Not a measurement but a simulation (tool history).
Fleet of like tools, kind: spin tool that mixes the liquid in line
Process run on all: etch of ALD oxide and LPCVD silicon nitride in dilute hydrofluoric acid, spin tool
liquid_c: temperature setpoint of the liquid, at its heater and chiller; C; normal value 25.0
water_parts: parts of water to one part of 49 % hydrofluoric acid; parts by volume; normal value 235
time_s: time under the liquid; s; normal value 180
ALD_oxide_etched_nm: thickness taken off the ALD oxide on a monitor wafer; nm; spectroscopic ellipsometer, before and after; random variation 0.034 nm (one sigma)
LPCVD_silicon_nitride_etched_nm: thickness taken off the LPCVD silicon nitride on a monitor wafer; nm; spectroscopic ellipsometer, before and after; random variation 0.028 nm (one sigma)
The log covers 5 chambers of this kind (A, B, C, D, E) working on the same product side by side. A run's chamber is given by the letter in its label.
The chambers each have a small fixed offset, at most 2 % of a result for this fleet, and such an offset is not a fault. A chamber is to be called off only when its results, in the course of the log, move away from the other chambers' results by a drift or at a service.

| run | hour | liquid_c | water_parts | time_s | read-back film thickness of the ALD oxide reference wafer, read on the same gauge (nm) | read-back film thickness of the LPCVD silicon nitride reference wafer, read on the same gauge (nm) | ALD_oxide_etched_nm | LPCVD_silicon_nitride_etched_nm |
|---|---|---|---|---|---|---|---|---|
| 1E | 6.8 | 25.0 | 235 | 180 | 99.988 | 130.00 | 8.3501 | 0.37768 |
| 2D | 18.3 | 25.0 | 235 | 180 | 100.010 | 130.00 | 8.4052 | 0.36681 |
| 3B | 28.7 | 25.0 | 235 | 180 | 100.010 | 130.00 | 8.3957 | 0.41529 |
| 4A | 36.2 | 25.0 | 235 | 180 | 99.990 | 130.00 | 8.4310 | 0.38013 |
| 5C | 48.0 | 25.0 | 235 | 180 | 99.985 | 130.01 | 8.4175 | 0.35224 |
| 6B | 59.2 | 22.5 | 235 | 120 | 99.978 | 129.98 | 5.0791 | 0.19937 |
|  | 66.1 | chamber C: thermometer replaced |
| 7A | 70.4 | 22.5 | 235 | 120 | 100.000 | 129.97 | 5.1264 | 0.22302 |
| 8D | 77.4 | 22.5 | 235 | 120 | 100.010 | 130.01 | 5.1499 | 0.23145 |
| 9C | 90.8 | 22.5 | 235 | 120 | 100.010 | 129.99 | 5.1432 | 0.20046 |
| 10E | 100.9 | 22.5 | 235 | 120 | 99.998 | 130.00 | 5.0906 | 0.20774 |
| 11A | 113.9 | 28.0 | 190 | 180 | 100.000 | 130.01 | 12.3780 | 0.61353 |
| 12C | 126.7 | 28.0 | 190 | 180 | 99.972 | 130.00 | 12.2320 | 0.49238 |
| 13E | 134.6 | 28.0 | 190 | 180 | 99.995 | 130.00 | 12.1070 | 0.60136 |
| 14B | 141.0 | 28.0 | 190 | 180 | 99.996 | 130.00 | 12.0350 | 0.53173 |
| 15D | 150.1 | 28.0 | 190 | 180 | 99.970 | 130.00 | 12.1740 | 0.59688 |
| 16C | 157.1 | 25.0 | 235 | 180 | 99.997 | 130.00 | 8.4067 | 0.37591 |
| 17E | 169.2 | 25.0 | 235 | 180 | 99.992 | 130.01 | 8.2573 | 0.41412 |
| 18A | 177.6 | 25.0 | 235 | 180 | 99.998 | 129.99 | 8.4514 | 0.30674 |
| 19B | 190.3 | 25.0 | 235 | 180 | 100.010 | 130.00 | 8.2489 | 0.35911 |
| 20D | 200.8 | 25.0 | 235 | 180 | 99.990 | 129.99 | 8.4398 | 0.38084 |
|  | 209.0 | chamber B: hydrofluoric acid flow meter replaced |
| 21A | 210.5 | 27.0 | 235 | 265 | 100.010 | 130.00 | 13.2430 | 0.59992 |
| 22B | 218.6 | 27.0 | 235 | 265 | 100.000 | 130.01 | 13.0500 | 0.71569 |
| 23D | 230.8 | 27.0 | 235 | 265 | 99.993 | 129.99 | 13.2330 | 0.60989 |
| 24C | 240.0 | 27.0 | 235 | 265 | 100.010 | 129.99 | 13.2690 | 0.62600 |
| 25E | 251.9 | 27.0 | 235 | 265 | 100.000 | 130.00 | 13.2190 | 0.66858 |
|  | 256.7 | chamber D: hydrofluoric acid flow meter replaced |
| 26E | 265.1 | 25.0 | 235 | 180 | 100.030 | 129.99 | 8.3189 | 0.36877 |
| 27A | 278.4 | 25.0 | 235 | 180 | 99.989 | 129.99 | 8.5187 | 0.35430 |
| 28B | 285.4 | 25.0 | 235 | 180 | 100.010 | 129.99 | 8.1398 | 0.32684 |
| 29D | 293.4 | 25.0 | 235 | 180 | 99.993 | 129.99 | 8.4201 | 0.36797 |
| 30C | 302.6 | 25.0 | 235 | 180 | 99.999 | 130.01 | 8.4398 | 0.37816 |
| 31D | 313.4 | 21.0 | 235 | 180 | 100.010 | 130.00 | 7.2981 | 0.32184 |
| 32B | 324.5 | 21.0 | 235 | 180 | 99.996 | 130.00 | 6.9506 | 0.23610 |
| 33C | 333.0 | 21.0 | 235 | 180 | 100.010 | 130.01 | 7.2293 | 0.30031 |
| 34A | 344.7 | 21.0 | 235 | 180 | 100.020 | 130.00 | 7.3038 | 0.30219 |
|  | 352.0 | chamber E: thermometer replaced |
| 35E | 354.7 | 21.0 | 235 | 180 | 99.996 | 130.00 | 7.2485 | 0.27989 |
| 36A | 360.8 | 25.0 | 235 | 180 | 99.995 | 130.01 | 8.4687 | 0.28557 |

Next, every chamber runs the same settings. What will each give?
| 37A | 370.4 | 25.0 | 235 | 180 |  |  | ? | ? |
| 37B | 370.4 | 25.0 | 235 | 180 |  |  | ? | ? |
| 37C | 370.4 | 25.0 | 235 | 180 |  |  | ? | ? |
| 37D | 370.4 | 25.0 | 235 | 180 |  |  | ? | ? |
| 37E | 370.4 | 25.0 | 235 | 180 |  |  | ? | ? |

| run | ALD_oxide_etched_nm | LPCVD_silicon_nitride_etched_nm |
|---|---|---|
| 37A | 8.4779 | 0.37701 |
| 37B | 8.0028 | 0.33930 |
| 37C | 8.3431 | 0.39400 |
| 37D | 8.4378 | 0.36249 |
| 37E | 8.3868 | 0.32921 |
